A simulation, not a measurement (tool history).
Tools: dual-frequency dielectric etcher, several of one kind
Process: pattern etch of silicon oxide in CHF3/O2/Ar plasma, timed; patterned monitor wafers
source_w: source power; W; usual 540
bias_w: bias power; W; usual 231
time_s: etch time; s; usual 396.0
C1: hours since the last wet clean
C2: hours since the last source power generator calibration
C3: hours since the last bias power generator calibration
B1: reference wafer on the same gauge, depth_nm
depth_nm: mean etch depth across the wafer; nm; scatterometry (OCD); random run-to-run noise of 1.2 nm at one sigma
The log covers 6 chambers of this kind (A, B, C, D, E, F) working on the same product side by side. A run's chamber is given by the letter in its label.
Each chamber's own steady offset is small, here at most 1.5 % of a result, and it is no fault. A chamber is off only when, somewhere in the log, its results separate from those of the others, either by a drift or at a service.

{"run": "1A", "hour": 7.6, "source_w": 540, "bias_w": 231, "time_s": 396.0, "C1": 269.5, "C2": 1657.5, "C3": 1664.5, "B1": 671.12, "depth_nm": 822.72}
{"run": "2E", "hour": 14.8, "source_w": 540, "bias_w": 231, "time_s": 396.0, "C1": 297.2, "C2": 1605.6, "C3": 1453.3, "B1": 671.47, "depth_nm": 830.41}
{"run": "3B", "hour": 27.6, "source_w": 540, "bias_w": 231, "time_s": 396.0, "C1": 99.1, "C2": 472.4, "C3": 236.3, "B1": 671.2, "depth_nm": 825.34}
{"run": "4C", "hour": 34.4, "source_w": 540, "bias_w": 231, "time_s": 396.0, "C1": 83.4, "C2": 2089.5, "C3": 513.6, "B1": 671.34, "depth_nm": 827.1}
{"run": "5F", "hour": 42.3, "source_w": 540, "bias_w": 231, "time_s": 396.0, "C1": 381.9, "C2": 2566.1, "C3": 1306.0, "B1": 671.58, "depth_nm": 820.09}
{"run": "6D", "hour": 48.6, "source_w": 540, "bias_w": 231, "time_s": 396.0, "C1": 644.1, "C2": 631.4, "C3": 490.7, "B1": 671.39, "depth_nm": 814.14}
{"hour": 56.8, "done": "chamber D: wet clean of the chamber"}
{"run": "7E", "hour": 61.1, "source_w": 540, "bias_w": 231, "time_s": 396.0, "C1": 343.5, "C2": 1651.9, "C3": 1499.6, "B1": 671.76, "depth_nm": 833.19}
{"run": "8F", "hour": 70.7, "source_w": 540, "bias_w": 231, "time_s": 396.0, "C1": 410.3, "C2": 2594.5, "C3": 1334.4, "B1": 671.58, "depth_nm": 820.23}
{"run": "9D", "hour": 80.0, "source_w": 540, "bias_w": 231, "time_s": 396.0, "C1": 23.3, "C2": 662.8, "C3": 522.1, "B1": 671.8, "depth_nm": 815.27}
{"run": "10A", "hour": 87.9, "source_w": 540, "bias_w": 231, "time_s": 396.0, "C1": 349.8, "C2": 1737.8, "C3": 1744.8, "B1": 671.72, "depth_nm": 824.74}
{"hour": 91.9, "done": "chamber F: wet clean of the chamber"}
{"run": "11C", "hour": 95.4, "source_w": 600, "bias_w": 231, "time_s": 359.0, "C1": 144.4, "C2": 2150.5, "C3": 574.6, "B1": 672.06, "depth_nm": 780.35}
{"run": "12B", "hour": 101.3, "source_w": 600, "bias_w": 231, "time_s": 359.0, "C1": 172.8, "C2": 546.1, "C3": 310.0, "B1": 672.03, "depth_nm": 780.29}
{"run": "13B", "hour": 110.9, "source_w": 600, "bias_w": 231, "time_s": 359.0, "C1": 182.4, "C2": 555.7, "C3": 319.6, "B1": 672.13, "depth_nm": 779.02}
{"run": "14E", "hour": 123.0, "source_w": 600, "bias_w": 231, "time_s": 359.0, "C1": 405.4, "C2": 1713.8, "C3": 1561.5, "B1": 672.21, "depth_nm": 786.07}
{"run": "15A", "hour": 131.2, "source_w": 600, "bias_w": 231, "time_s": 359.0, "C1": 393.1, "C2": 1781.1, "C3": 1788.1, "B1": 672.3, "depth_nm": 774.86}
{"run": "16C", "hour": 142.6, "source_w": 600, "bias_w": 231, "time_s": 359.0, "C1": 191.6, "C2": 2197.7, "C3": 621.8, "B1": 672.35, "depth_nm": 780.66}
{"run": "17D", "hour": 155.0, "source_w": 540, "bias_w": 231, "time_s": 396.0, "C1": 98.3, "C2": 737.8, "C3": 597.1, "B1": 672.67, "depth_nm": 816.15}
{"run": "18F", "hour": 165.5, "source_w": 540, "bias_w": 231, "time_s": 445.5, "C1": 73.7, "C2": 2689.3, "C3": 1429.2, "B1": 672.7, "depth_nm": 928.34}
{"run": "19B", "hour": 177.2, "source_w": 540, "bias_w": 231, "time_s": 445.5, "C1": 248.7, "C2": 622.0, "C3": 385.9, "B1": 672.89, "depth_nm": 931.47}
{"hour": 180.6, "done": "chamber E: wet clean of the chamber"}
{"run": "20E", "hour": 189.2, "source_w": 540, "bias_w": 231, "time_s": 445.5, "C1": 8.7, "C2": 1780.0, "C3": 1627.7, "B1": 672.96, "depth_nm": 938.98}
{"hour": 194.5, "done": "chamber F: source power generator calibrated"}
{"run": "21A", "hour": 200.9, "source_w": 540, "bias_w": 231, "time_s": 445.5, "C1": 462.8, "C2": 1850.8, "C3": 1857.8, "B1": 673.11, "depth_nm": 928.64}
{"run": "22F", "hour": 207.9, "source_w": 540, "bias_w": 231, "time_s": 445.5, "C1": 116.1, "C2": 13.4, "C3": 1471.6, "B1": 673.0, "depth_nm": 923.58}
{"run": "23C", "hour": 216.5, "source_w": 540, "bias_w": 231, "time_s": 445.5, "C1": 265.5, "C2": 2271.6, "C3": 695.7, "B1": 673.48, "depth_nm": 930.99}
{"run": "24D", "hour": 229.1, "source_w": 540, "bias_w": 231, "time_s": 396.0, "C1": 172.4, "C2": 811.9, "C3": 671.2, "B1": 673.21, "depth_nm": 817.89}
{"run": "25C", "hour": 241.7, "source_w": 540, "bias_w": 231, "time_s": 396.0, "C1": 290.7, "C2": 2296.8, "C3": 720.9, "B1": 673.96, "depth_nm": 828.38}
{"hour": 246.7, "done": "chamber A: bias power generator calibrated"}
{"run": "26F", "hour": 250.5, "source_w": 540, "bias_w": 231, "time_s": 396.0, "C1": 158.7, "C2": 56.0, "C3": 1514.2, "B1": 673.69, "depth_nm": 825.34}
{"run": "27D", "hour": 261.6, "source_w": 540, "bias_w": 231, "time_s": 396.0, "C1": 204.9, "C2": 844.4, "C3": 703.7, "B1": 673.75, "depth_nm": 819.78}
{"run": "28E", "hour": 271.9, "source_w": 540, "bias_w": 231, "time_s": 396.0, "C1": 91.4, "C2": 1862.7, "C3": 1710.4, "B1": 673.91, "depth_nm": 833.79}
{"run": "29B", "hour": 278.0, "source_w": 540, "bias_w": 231, "time_s": 396.0, "C1": 349.5, "C2": 722.8, "C3": 486.7, "B1": 674.0, "depth_nm": 832.86}
{"hour": 285.4, "done": "chamber A: wet clean of the chamber"}
{"run": "30A", "hour": 289.0, "source_w": 540, "bias_w": 231, "time_s": 396.0, "C1": 3.7, "C2": 1938.9, "C3": 42.4, "B1": 674.07, "depth_nm": 827.08}
{"run": "31E", "hour": 299.2, "source_w": 540, "bias_w": 231, "time_s": 396.0, "C1": 118.7, "C2": 1890.0, "C3": 1737.7, "B1": 674.12, "depth_nm": 834.16}
{"run": "32F", "hour": 306.6, "source_w": 540, "bias_w": 231, "time_s": 396.0, "C1": 214.8, "C2": 112.1, "C3": 1570.3, "B1": 674.01, "depth_nm": 824.18}
{"run": "33A", "hour": 317.5, "source_w": 670, "bias_w": 201, "time_s": 396.0, "C1": 32.2, "C2": 1967.4, "C3": 70.9, "B1": 674.25, "depth_nm": 851.98}
{"run": "34B", "hour": 326.5, "source_w": 670, "bias_w": 201, "time_s": 396.0, "C1": 398.0, "C2": 771.3, "C3": 535.2, "B1": 674.67, "depth_nm": 855.47}
{"run": "35C", "hour": 339.5, "source_w": 670, "bias_w": 201, "time_s": 396.0, "C1": 388.5, "C2": 2394.6, "C3": 818.7, "B1": 674.56, "depth_nm": 857.55}
{"run": "36D", "hour": 350.1, "source_w": 670, "bias_w": 201, "time_s": 396.0, "C1": 293.4, "C2": 932.9, "C3": 792.2, "B1": 674.72, "depth_nm": 844.51}
{"run": "37D", "hour": 361.5, "source_w": 670, "bias_w": 201, "time_s": 396.0, "C1": 304.8, "C2": 944.3, "C3": 803.6, "B1": 675.01, "depth_nm": 844.34}

Does one chamber stand apart from the rest, does the shared gauge drift, or is all well apart from small per-chamber offsets? Give the chamber and the most likely cause, where there is one.

The gauge drifts, so all chambers seem to drift together. No chamber is off.
Most likely cause: gauge reads high (%) = 0.597.

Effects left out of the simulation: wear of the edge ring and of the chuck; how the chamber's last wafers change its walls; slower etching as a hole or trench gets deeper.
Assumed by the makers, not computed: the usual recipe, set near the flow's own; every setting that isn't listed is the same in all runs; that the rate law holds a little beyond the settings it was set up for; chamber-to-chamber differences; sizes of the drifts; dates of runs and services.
